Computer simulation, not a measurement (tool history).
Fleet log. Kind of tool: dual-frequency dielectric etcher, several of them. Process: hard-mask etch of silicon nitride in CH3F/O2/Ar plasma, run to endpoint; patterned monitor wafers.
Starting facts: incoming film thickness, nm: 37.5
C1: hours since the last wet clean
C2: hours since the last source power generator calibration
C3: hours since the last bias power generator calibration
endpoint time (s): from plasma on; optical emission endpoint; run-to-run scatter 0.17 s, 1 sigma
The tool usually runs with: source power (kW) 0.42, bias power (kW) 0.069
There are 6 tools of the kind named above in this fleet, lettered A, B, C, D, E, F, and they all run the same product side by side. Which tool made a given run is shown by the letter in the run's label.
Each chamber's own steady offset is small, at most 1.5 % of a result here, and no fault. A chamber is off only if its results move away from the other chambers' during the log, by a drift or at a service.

{"run": "1F", "hour": 4.1, "source power (kW)": 0.42, "bias power (kW)": 0.069, "C1": 413.4, "C2": 54, "C3": 634.1, "endpoint time (s)": 53.913}
{"run": "2D", "hour": 11.0, "source power (kW)": 0.42, "bias power (kW)": 0.069, "C1": 216.6, "C2": 62.6, "C3": 3737.1, "endpoint time (s)": 54.008}
{"run": "3A", "hour": 18.0, "source power (kW)": 0.42, "bias power (kW)": 0.069, "C1": 55.8, "C2": 2735.7, "C3": 2427, "endpoint time (s)": 54.137}
{"run": "4B", "hour": 25.6, "source power (kW)": 0.42, "bias power (kW)": 0.069, "C1": 516.6, "C2": 3489.4, "C3": 2955.9, "endpoint time (s)": 54.355}
{"run": "5E", "hour": 30.5, "source power (kW)": 0.42, "bias power (kW)": 0.069, "C1": 339.4, "C2": 395.1, "C3": 506.1, "endpoint time (s)": 53.317}
{"run": "6C", "hour": 37.1, "source power (kW)": 0.42, "bias power (kW)": 0.078, "C1": 266.8, "C2": 174.2, "C3": 539, "endpoint time (s)": 51.5}
{"run": "7C", "hour": 40.7, "source power (kW)": 0.42, "bias power (kW)": 0.078, "C1": 270.4, "C2": 177.8, "C3": 542.6, "endpoint time (s)": 51.573}
{"run": "8F", "hour": 48.4, "source power (kW)": 0.42, "bias power (kW)": 0.078, "C1": 457.7, "C2": 98.3, "C3": 678.4, "endpoint time (s)": 51.635}
{"run": "9A", "hour": 54.0, "source power (kW)": 0.42, "bias power (kW)": 0.078, "C1": 91.8, "C2": 2771.7, "C3": 2463, "endpoint time (s)": 51.854}
{"run": "10D", "hour": 59.9, "source power (kW)": 0.42, "bias power (kW)": 0.078, "C1": 265.5, "C2": 111.5, "C3": 3786, "endpoint time (s)": 51.552}
{"run": "11B", "hour": 64.3, "source power (kW)": 0.42, "bias power (kW)": 0.078, "C1": 555.3, "C2": 3528.1, "C3": 2994.6, "endpoint time (s)": 51.641}
{"run": "12E", "hour": 68.7, "source power (kW)": 0.42, "bias power (kW)": 0.069, "C1": 377.6, "C2": 433.3, "C3": 544.3, "endpoint time (s)": 53.384}
{"run": "13E", "hour": 72.5, "source power (kW)": 0.42, "bias power (kW)": 0.069, "C1": 381.4, "C2": 437.1, "C3": 548.1, "endpoint time (s)": 53.355}
{"hour": 76.7, "done": "chamber B: wet clean of the chamber"}
{"run": "14B", "hour": 80.2, "source power (kW)": 0.42, "bias power (kW)": 0.069, "C1": 3.6, "C2": 3544, "C3": 3010.5, "endpoint time (s)": 55.494}
{"run": "15F", "hour": 87.3, "source power (kW)": 0.42, "bias power (kW)": 0.069, "C1": 496.6, "C2": 137.2, "C3": 717.3, "endpoint time (s)": 54.026}
{"run": "16C", "hour": 92.0, "source power (kW)": 0.42, "bias power (kW)": 0.069, "C1": 321.7, "C2": 229.1, "C3": 593.9, "endpoint time (s)": 53.533}
{"run": "17D", "hour": 95.5, "source power (kW)": 0.42, "bias power (kW)": 0.069, "C1": 301.1, "C2": 147.1, "C3": 3821.6, "endpoint time (s)": 54.209}
{"run": "18A", "hour": 100.6, "source power (kW)": 0.42, "bias power (kW)": 0.069, "C1": 138.4, "C2": 2818.3, "C3": 2509.6, "endpoint time (s)": 54.311}
{"hour": 101.0, "done": "chamber B: source power generator calibrated"}
{"run": "19A", "hour": 105.5, "source power (kW)": 0.42, "bias power (kW)": 0.069, "C1": 143.3, "C2": 2823.2, "C3": 2514.5, "endpoint time (s)": 54.369}
{"run": "20E", "hour": 110.1, "source power (kW)": 0.42, "bias power (kW)": 0.069, "C1": 419, "C2": 474.7, "C3": 585.7, "endpoint time (s)": 53.585}
{"run": "21C", "hour": 116.6, "source power (kW)": 0.42, "bias power (kW)": 0.069, "C1": 346.3, "C2": 253.7, "C3": 618.5, "endpoint time (s)": 54.079}
{"run": "22D", "hour": 122.5, "source power (kW)": 0.42, "bias power (kW)": 0.069, "C1": 328.1, "C2": 174.1, "C3": 3848.6, "endpoint time (s)": 54.349}
{"run": "23B", "hour": 129.8, "source power (kW)": 0.42, "bias power (kW)": 0.069, "C1": 53.2, "C2": 28.9, "C3": 3060.1, "endpoint time (s)": 55.218}
{"run": "24F", "hour": 133.4, "source power (kW)": 0.42, "bias power (kW)": 0.069, "C1": 542.7, "C2": 183.3, "C3": 763.4, "endpoint time (s)": 53.68}
{"run": "25C", "hour": 138.7, "source power (kW)": 0.42, "bias power (kW)": 0.069, "C1": 368.4, "C2": 275.8, "C3": 640.6, "endpoint time (s)": 53.709}
{"run": "26E", "hour": 142.3, "source power (kW)": 0.42, "bias power (kW)": 0.069, "C1": 451.2, "C2": 506.9, "C3": 617.9, "endpoint time (s)": 53.224}
{"run": "27F", "hour": 147.2, "source power (kW)": 0.49, "bias power (kW)": 0.06, "C1": 556.5, "C2": 197.1, "C3": 777.2, "endpoint time (s)": 53.334}
{"run": "28A", "hour": 152.6, "source power (kW)": 0.49, "bias power (kW)": 0.06, "C1": 190.4, "C2": 2870.3, "C3": 2561.6, "endpoint time (s)": 53.604}
{"run": "29D", "hour": 159.4, "source power (kW)": 0.49, "bias power (kW)": 0.06, "C1": 365, "C2": 211, "C3": 3885.5, "endpoint time (s)": 53.505}
{"run": "30B", "hour": 164.6, "source power (kW)": 0.49, "bias power (kW)": 0.06, "C1": 88, "C2": 63.7, "C3": 3094.9, "endpoint time (s)": 55.215}
{"run": "31F", "hour": 168.4, "source power (kW)": 0.49, "bias power (kW)": 0.06, "C1": 577.7, "C2": 218.3, "C3": 798.4, "endpoint time (s)": 53.265}
{"run": "32E", "hour": 172.1, "source power (kW)": 0.49, "bias power (kW)": 0.06, "C1": 481, "C2": 536.7, "C3": 647.7, "endpoint time (s)": 52.812}
{"run": "33C", "hour": 179.3, "source power (kW)": 0.42, "bias power (kW)": 0.069, "C1": 409, "C2": 316.4, "C3": 681.2, "endpoint time (s)": 54.124}
{"run": "34A", "hour": 185.0, "source power (kW)": 0.42, "bias power (kW)": 0.069, "C1": 222.8, "C2": 2902.7, "C3": 2594, "endpoint time (s)": 54.042}
{"run": "35B", "hour": 188.8, "source power (kW)": 0.42, "bias power (kW)": 0.069, "C1": 112.2, "C2": 87.9, "C3": 3119.1, "endpoint time (s)": 55.764}
{"run": "36D", "hour": 195.3, "source power (kW)": 0.42, "bias power (kW)": 0.069, "C1": 400.9, "C2": 246.9, "C3": 3921.4, "endpoint time (s)": 54.319}
{"run": "37F", "hour": 201.2, "source power (kW)": 0.42, "bias power (kW)": 0.069, "C1": 610.5, "C2": 251.1, "C3": 831.2, "endpoint time (s)": 54.259}
{"run": "38A", "hour": 209.0, "source power (kW)": 0.42, "bias power (kW)": 0.069, "C1": 246.8, "C2": 2926.7, "C3": 2618, "endpoint time (s)": 54.631}
{"run": "39C", "hour": 214.4, "source power (kW)": 0.39, "bias power (kW)": 0.063, "C1": 444.1, "C2": 351.5, "C3": 716.3, "endpoint time (s)": 56.847}
{"run": "40D", "hour": 221.0, "source power (kW)": 0.39, "bias power (kW)": 0.063, "C1": 426.6, "C2": 272.6, "C3": 3947.1, "endpoint time (s)": 57.406}
{"run": "41B", "hour": 225.1, "source power (kW)": 0.39, "bias power (kW)": 0.063, "C1": 148.5, "C2": 124.2, "C3": 3155.4, "endpoint time (s)": 59.259}
{"run": "42E", "hour": 231.0, "source power (kW)": 0.39, "bias power (kW)": 0.063, "C1": 539.9, "C2": 595.6, "C3": 706.6, "endpoint time (s)": 56.569}
{"run": "43B", "hour": 236.8, "source power (kW)": 0.39, "bias power (kW)": 0.063, "C1": 160.2, "C2": 135.9, "C3": 3167.1, "endpoint time (s)": 59.13}
{"run": "44F", "hour": 241.5, "source power (kW)": 0.39, "bias power (kW)": 0.063, "C1": 650.8, "C2": 291.4, "C3": 871.5, "endpoint time (s)": 57.298}

The same settings go to every chamber for the next run, one line per chamber below. Forecast the results for each:
{"run": "45A", "hour": 247.1, "source power (kW)": 0.42, "bias power (kW)": 0.069, "endpoint time (s)": "?"}
{"run": "45B", "hour": 247.1, "source power (kW)": 0.42, "bias power (kW)": 0.069, "endpoint time (s)": "?"}
{"run": "45C", "hour": 247.1, "source power (kW)": 0.42, "bias power (kW)": 0.069, "endpoint time (s)": "?"}
{"run": "45D", "hour": 247.1, "source power (kW)": 0.42, "bias power (kW)": 0.069, "endpoint time (s)": "?"}
{"run": "45E", "hour": 247.1, "source power (kW)": 0.42, "bias power (kW)": 0.069, "endpoint time (s)": "?"}
{"run": "45F", "hour": 247.1, "source power (kW)": 0.42, "bias power (kW)": 0.069, "endpoint time (s)": "?"}

run=45A endpoint_time_(s)=54.292
run=45B endpoint_time_(s)=55.459
run=45C endpoint_time_(s)=53.573
run=45D endpoint_time_(s)=54.02
run=45E endpoint_time_(s)=53.424
run=45F endpoint_time_(s)=53.95
